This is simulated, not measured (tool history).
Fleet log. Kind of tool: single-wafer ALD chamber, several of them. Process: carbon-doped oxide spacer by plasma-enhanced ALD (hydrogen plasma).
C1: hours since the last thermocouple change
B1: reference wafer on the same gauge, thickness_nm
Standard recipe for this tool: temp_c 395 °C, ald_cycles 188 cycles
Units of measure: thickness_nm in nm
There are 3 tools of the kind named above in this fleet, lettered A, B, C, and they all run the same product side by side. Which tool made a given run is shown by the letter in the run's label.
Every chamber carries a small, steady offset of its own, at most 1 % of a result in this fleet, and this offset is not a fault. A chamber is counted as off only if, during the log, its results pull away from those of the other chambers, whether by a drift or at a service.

{"run": "1C", "hour": 11.1, "temp_c": 395, "ald_cycles": 188, "C1": 161.8, "B1": 11.232, "thickness_nm": 9.4367}
{"run": "2B", "hour": 26.5, "temp_c": 395, "ald_cycles": 188, "C1": 255.8, "B1": 11.235, "thickness_nm": 9.3358}
{"run": "3A", "hour": 40.4, "temp_c": 395, "ald_cycles": 188, "C1": 2539.5, "B1": 11.237, "thickness_nm": 9.4462}
{"run": "4B", "hour": 52.1, "temp_c": 395, "ald_cycles": 188, "C1": 281.4, "B1": 11.245, "thickness_nm": 9.3451}
{"run": "5A", "hour": 62.2, "temp_c": 395, "ald_cycles": 188, "C1": 2561.3, "B1": 11.25, "thickness_nm": 9.4278}
{"hour": 62.5, "done": "chamber A: thermocouple changed; heater temperature recalibrated"}
{"run": "6C", "hour": 77.5, "temp_c": 395, "ald_cycles": 188, "C1": 228.2, "B1": 11.24, "thickness_nm": 9.456}
{"run": "7B", "hour": 89.0, "temp_c": 395, "ald_cycles": 188, "C1": 318.3, "B1": 11.247, "thickness_nm": 9.3418}
{"run": "8C", "hour": 101.9, "temp_c": 395, "ald_cycles": 188, "C1": 252.6, "B1": 11.259, "thickness_nm": 9.4924}
{"run": "9A", "hour": 111.0, "temp_c": 395, "ald_cycles": 188, "C1": 48.5, "B1": 11.256, "thickness_nm": 9.4304}
{"run": "10A", "hour": 123.2, "temp_c": 395, "ald_cycles": 188, "C1": 60.7, "B1": 11.261, "thickness_nm": 9.4293}
{"run": "11B", "hour": 132.6, "temp_c": 395, "ald_cycles": 188, "C1": 361.9, "B1": 11.259, "thickness_nm": 9.3611}
{"run": "12C", "hour": 147.5, "temp_c": 395, "ald_cycles": 188, "C1": 298.2, "B1": 11.262, "thickness_nm": 9.4751}
{"run": "13B", "hour": 161.0, "temp_c": 395, "ald_cycles": 188, "C1": 390.3, "B1": 11.269, "thickness_nm": 9.3786}
{"run": "14C", "hour": 171.8, "temp_c": 395, "ald_cycles": 188, "C1": 322.5, "B1": 11.273, "thickness_nm": 9.4729}
{"run": "15A", "hour": 186.7, "temp_c": 395, "ald_cycles": 188, "C1": 124.2, "B1": 11.27, "thickness_nm": 9.4524}
{"run": "16C", "hour": 198.8, "temp_c": 395, "ald_cycles": 188, "C1": 349.5, "B1": 11.28, "thickness_nm": 9.4794}
{"run": "17A", "hour": 210.0, "temp_c": 395, "ald_cycles": 188, "C1": 147.5, "B1": 11.278, "thickness_nm": 9.4574}
{"run": "18B", "hour": 223.3, "temp_c": 395, "ald_cycles": 188, "C1": 452.6, "B1": 11.283, "thickness_nm": 9.3774}
{"run": "19A", "hour": 236.6, "temp_c": 395, "ald_cycles": 188, "C1": 174.1, "B1": 11.285, "thickness_nm": 9.4587}
{"run": "20C", "hour": 243.6, "temp_c": 395, "ald_cycles": 188, "C1": 394.3, "B1": 11.288, "thickness_nm": 9.5057}
{"run": "21B", "hour": 255.9, "temp_c": 395, "ald_cycles": 188, "C1": 485.2, "B1": 11.293, "thickness_nm": 9.4038}
{"run": "22C", "hour": 269.9, "temp_c": 395, "ald_cycles": 188, "C1": 420.6, "B1": 11.295, "thickness_nm": 9.5145}
{"run": "23A", "hour": 283.2, "temp_c": 395, "ald_cycles": 188, "C1": 220.7, "B1": 11.298, "thickness_nm": 9.4673}
{"run": "24B", "hour": 298.2, "temp_c": 395, "ald_cycles": 188, "C1": 527.5, "B1": 11.298, "thickness_nm": 9.3943}
{"run": "25C", "hour": 310.0, "temp_c": 395, "ald_cycles": 188, "C1": 460.7, "B1": 11.305, "thickness_nm": 9.4999}
{"run": "26A", "hour": 317.0, "temp_c": 395, "ald_cycles": 188, "C1": 254.5, "B1": 11.306, "thickness_nm": 9.4753}

Is one chamber off against the others, does the gauge drift, or is nothing wrong? If a chamber is off, say which, and what the likeliest cause is.

The gauge drifts, so all chambers seem to drift together. No chamber is off.
Likeliest cause: gauge reads high (%) = 0.699.

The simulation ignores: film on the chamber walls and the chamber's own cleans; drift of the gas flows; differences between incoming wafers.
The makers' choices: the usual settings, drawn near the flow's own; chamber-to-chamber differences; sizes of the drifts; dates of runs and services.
